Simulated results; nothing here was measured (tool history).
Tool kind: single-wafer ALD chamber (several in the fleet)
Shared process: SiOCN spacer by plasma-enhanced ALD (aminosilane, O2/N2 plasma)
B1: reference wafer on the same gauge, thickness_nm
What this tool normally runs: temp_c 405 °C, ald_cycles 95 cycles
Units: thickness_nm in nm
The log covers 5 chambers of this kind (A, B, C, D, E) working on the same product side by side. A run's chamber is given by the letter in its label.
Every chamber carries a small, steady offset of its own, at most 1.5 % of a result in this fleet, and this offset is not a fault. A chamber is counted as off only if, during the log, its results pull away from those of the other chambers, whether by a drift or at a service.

Run 1E, hour 9.3: usual settings; B1 5.9213. Result: thickness_nm 5.6655 nm.
Run 2D, hour 20.1: usual settings; B1 5.9232. Result: thickness_nm 5.6041 nm.
Run 3B, hour 28.9: usual settings; B1 5.9291. Result: thickness_nm 5.7009 nm.
Run 4A, hour 40.7: usual settings; B1 5.9212. Result: thickness_nm 5.6699 nm.
Run 5C, hour 49.8: usual settings; B1 5.9215. Result: thickness_nm 5.5635 nm.
Run 6A, hour 57.3: usual settings; B1 5.9297. Result: thickness_nm 5.6741 nm.
Run 7D, hour 67.3: usual settings; B1 5.9186. Result: thickness_nm 5.6099 nm.
At hour 74.7: chamber A: thermocouple changed; heater temperature recalibrated.
Run 8E, hour 81.5: usual settings; B1 5.9123. Result: thickness_nm 5.6435 nm.
Run 9C, hour 93.4: usual settings; B1 5.9219. Result: thickness_nm 5.6228 nm.
Run 10B, hour 101.8: usual settings; B1 5.9166. Result: thickness_nm 5.7426 nm.
Run 11D, hour 113.3: usual settings; B1 5.9340. Result: thickness_nm 5.6312 nm.
Run 12C, hour 129.2: usual settings; B1 5.9201. Result: thickness_nm 5.6332 nm.
Run 13B, hour 142.7: usual settings; B1 5.9131. Result: thickness_nm 5.7302 nm.
At hour 150.0: chamber E: thermocouple changed; heater temperature recalibrated.
Run 14E, hour 151.2: usual settings but ald_cycles 107 cycles; B1 5.9237. Result: thickness_nm 6.3555 nm.
Run 15A, hour 165.1: usual settings but ald_cycles 107 cycles; B1 5.9172. Result: thickness_nm 6.3517 nm.
Run 16C, hour 179.6: usual settings but ald_cycles 107 cycles; B1 5.9154. Result: thickness_nm 6.3765 nm.
Run 17A, hour 191.8: usual settings but ald_cycles 107 cycles; B1 5.9205. Result: thickness_nm 6.3124 nm.
Run 18B, hour 201.9: usual settings but ald_cycles 107 cycles; B1 5.9260. Result: thickness_nm 6.4211 nm.
Run 19E, hour 217.9: usual settings but temp_c 396 °C; B1 5.9169. Result: thickness_nm 5.7072 nm.
Run 20D, hour 231.8: usual settings but temp_c 396 °C; B1 5.9233. Result: thickness_nm 5.7167 nm.
Run 21E, hour 239.7: usual settings but temp_c 396 °C; B1 5.9167. Result: thickness_nm 5.6687 nm.
Run 22A, hour 254.0: usual settings but temp_c 396 °C; B1 5.9238. Result: thickness_nm 5.7300 nm.
Run 23D, hour 266.7: usual settings but temp_c 396 °C; B1 5.9193. Result: thickness_nm 5.7489 nm.
Run 24B, hour 281.9: usual settings; B1 5.9179. Result: thickness_nm 5.6415 nm.
Run 25C, hour 293.0: usual settings; B1 5.9246. Result: thickness_nm 5.5828 nm.
Run 26B, hour 304.7: usual settings; B1 5.9153. Result: thickness_nm 5.6879 nm.
Run 27D, hour 314.0: usual settings; B1 5.9148. Result: thickness_nm 5.6339 nm.
Run 28C, hour 325.6: usual settings; B1 5.9259. Result: thickness_nm 5.6517 nm.
Run 29E, hour 338.5: usual settings; B1 5.9222. Result: thickness_nm 5.6422 nm.
At hour 347.9: chamber B: thermocouple changed; heater temperature recalibrated.
Run 30A, hour 349.9: usual settings; B1 5.9194. Result: thickness_nm 5.6682 nm.
Run 31D, hour 365.4: usual settings; B1 5.9205. Result: thickness_nm 5.6347 nm.
Run 32C, hour 378.3: usual settings; B1 5.9215. Result: thickness_nm 5.6873 nm.
Run 33E, hour 390.9: usual settings; B1 5.9192. Result: thickness_nm 5.6208 nm.
Run 34B, hour 405.5: usual settings but temp_c 397 °C, ald_cycles 82 cycles; B1 5.9201. Result: thickness_nm 4.9693 nm.
Run 35A, hour 416.3: usual settings but temp_c 397 °C, ald_cycles 82 cycles; B1 5.9205. Result: thickness_nm 4.9720 nm.

Which is it: a chamber that has drifted or been left off by a service, a gauge drift common to all chambers, or only each chamber's usual small offset? If a chamber is off, name it and its likeliest cause.

No chamber stands off beyond its own small offset, and the gauge holds steady.
